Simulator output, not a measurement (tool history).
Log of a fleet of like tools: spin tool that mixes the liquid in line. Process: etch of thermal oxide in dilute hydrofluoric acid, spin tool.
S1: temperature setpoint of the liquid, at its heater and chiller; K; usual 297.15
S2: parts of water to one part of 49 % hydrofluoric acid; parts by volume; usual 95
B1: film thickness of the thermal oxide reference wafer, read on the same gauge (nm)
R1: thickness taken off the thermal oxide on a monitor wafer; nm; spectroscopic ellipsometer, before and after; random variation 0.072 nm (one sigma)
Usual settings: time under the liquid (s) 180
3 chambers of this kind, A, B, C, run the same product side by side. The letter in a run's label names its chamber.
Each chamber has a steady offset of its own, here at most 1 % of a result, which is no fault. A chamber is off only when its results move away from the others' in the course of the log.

{"run": "1C", "hour": 11.5, "S1": 297.15, "S2": 95, "time under the liquid (s)": 180, "B1": 129.98, "R1": 8.934}
{"run": "2A", "hour": 23.9, "S1": 297.15, "S2": 95, "time under the liquid (s)": 180, "B1": 129.98, "R1": 8.8606}
{"run": "3B", "hour": 30.7, "S1": 297.15, "S2": 95, "time under the liquid (s)": 180, "B1": 129.98, "R1": 8.9183}
{"run": "4B", "hour": 42.1, "S1": 297.15, "S2": 95, "time under the liquid (s)": 180, "B1": 129.97, "R1": 8.8929}
{"run": "5C", "hour": 52.5, "S1": 297.15, "S2": 95, "time under the liquid (s)": 180, "B1": 129.98, "R1": 8.9682}
{"run": "6A", "hour": 63.4, "S1": 297.15, "S2": 95, "time under the liquid (s)": 180, "B1": 129.97, "R1": 9.0516}
{"run": "7C", "hour": 76.4, "S1": 297.15, "S2": 95, "time under the liquid (s)": 180, "B1": 130, "R1": 8.962}
{"run": "8A", "hour": 84.4, "S1": 297.15, "S2": 95, "time under the liquid (s)": 145, "B1": 129.97, "R1": 7.494}
{"run": "9B", "hour": 98.4, "S1": 297.15, "S2": 95, "time under the liquid (s)": 145, "B1": 129.96, "R1": 7.2029}
{"run": "10A", "hour": 110.4, "S1": 297.15, "S2": 95, "time under the liquid (s)": 145, "B1": 130.03, "R1": 7.5776}
{"run": "11B", "hour": 121.2, "S1": 297.15, "S2": 95, "time under the liquid (s)": 180, "B1": 130, "R1": 8.9784}
{"run": "12C", "hour": 133.1, "S1": 297.15, "S2": 55, "time under the liquid (s)": 135, "B1": 129.96, "R1": 12.088}
{"run": "13C", "hour": 143.7, "S1": 297.15, "S2": 55, "time under the liquid (s)": 135, "B1": 130.01, "R1": 12.001}
{"run": "14B", "hour": 153.0, "S1": 297.15, "S2": 55, "time under the liquid (s)": 135, "B1": 129.99, "R1": 12.028}
{"run": "15A", "hour": 166.9, "S1": 297.15, "S2": 95, "time under the liquid (s)": 180, "B1": 129.99, "R1": 9.7547}
{"run": "16A", "hour": 176.2, "S1": 293.15, "S2": 110, "time under the liquid (s)": 180, "B1": 129.98, "R1": 6.9278}
{"run": "17C", "hour": 188.3, "S1": 293.15, "S2": 110, "time under the liquid (s)": 180, "B1": 129.99, "R1": 6.4231}
{"run": "18B", "hour": 201.7, "S1": 293.15, "S2": 110, "time under the liquid (s)": 180, "B1": 129.98, "R1": 6.4416}
{"run": "19C", "hour": 207.8, "S1": 297.15, "S2": 95, "time under the liquid (s)": 180, "B1": 129.99, "R1": 8.9883}
{"run": "20A", "hour": 220.5, "S1": 297.15, "S2": 95, "time under the liquid (s)": 180, "B1": 130.02, "R1": 9.9312}

Is one chamber off against the others, does the gauge drift, or is nothing wrong? If a chamber is off, say which, and what the likeliest cause is.

Chamber A drifts away from the others.
Cause: hydrofluoric acid flow above the setpoint (%) = 9.15.
The log may not tell that from: liquid hotter than its thermometer reads (K).

Here are 4 candidates for chamber A's next run, each the usual settings with a change, their results left as question marks. Which one brings its results back in line with what the others give on the usual settings?
In line means no further than this from the other chambers' mean on the usual settings: R1 0.25 nm
{"run": "21A-1", "hour": 230.5, "S1": 297.15, "S2": 95, "time under the liquid (s)": 200, "R1": "?"}
{"run": "21A-2", "hour": 230.5, "S1": 294.65, "S2": 95, "time under the liquid (s)": 180, "R1": "?"}
{"run": "21A-3", "hour": 230.5, "S1": 297.15, "S2": 115, "time under the liquid (s)": 180, "R1": "?"}
{"run": "21A-4", "hour": 230.5, "S1": 302.65, "S2": 95, "time under the liquid (s)": 180, "R1": "?"}

The other chambers' mean on the usual settings: R1 8.9546 nm
run=21A-1 R1=10.994
run=21A-2 R1=8.9358
run=21A-3 R1=7.9673
run=21A-4 R1=12.283
21A-2 brings the chamber back in line.

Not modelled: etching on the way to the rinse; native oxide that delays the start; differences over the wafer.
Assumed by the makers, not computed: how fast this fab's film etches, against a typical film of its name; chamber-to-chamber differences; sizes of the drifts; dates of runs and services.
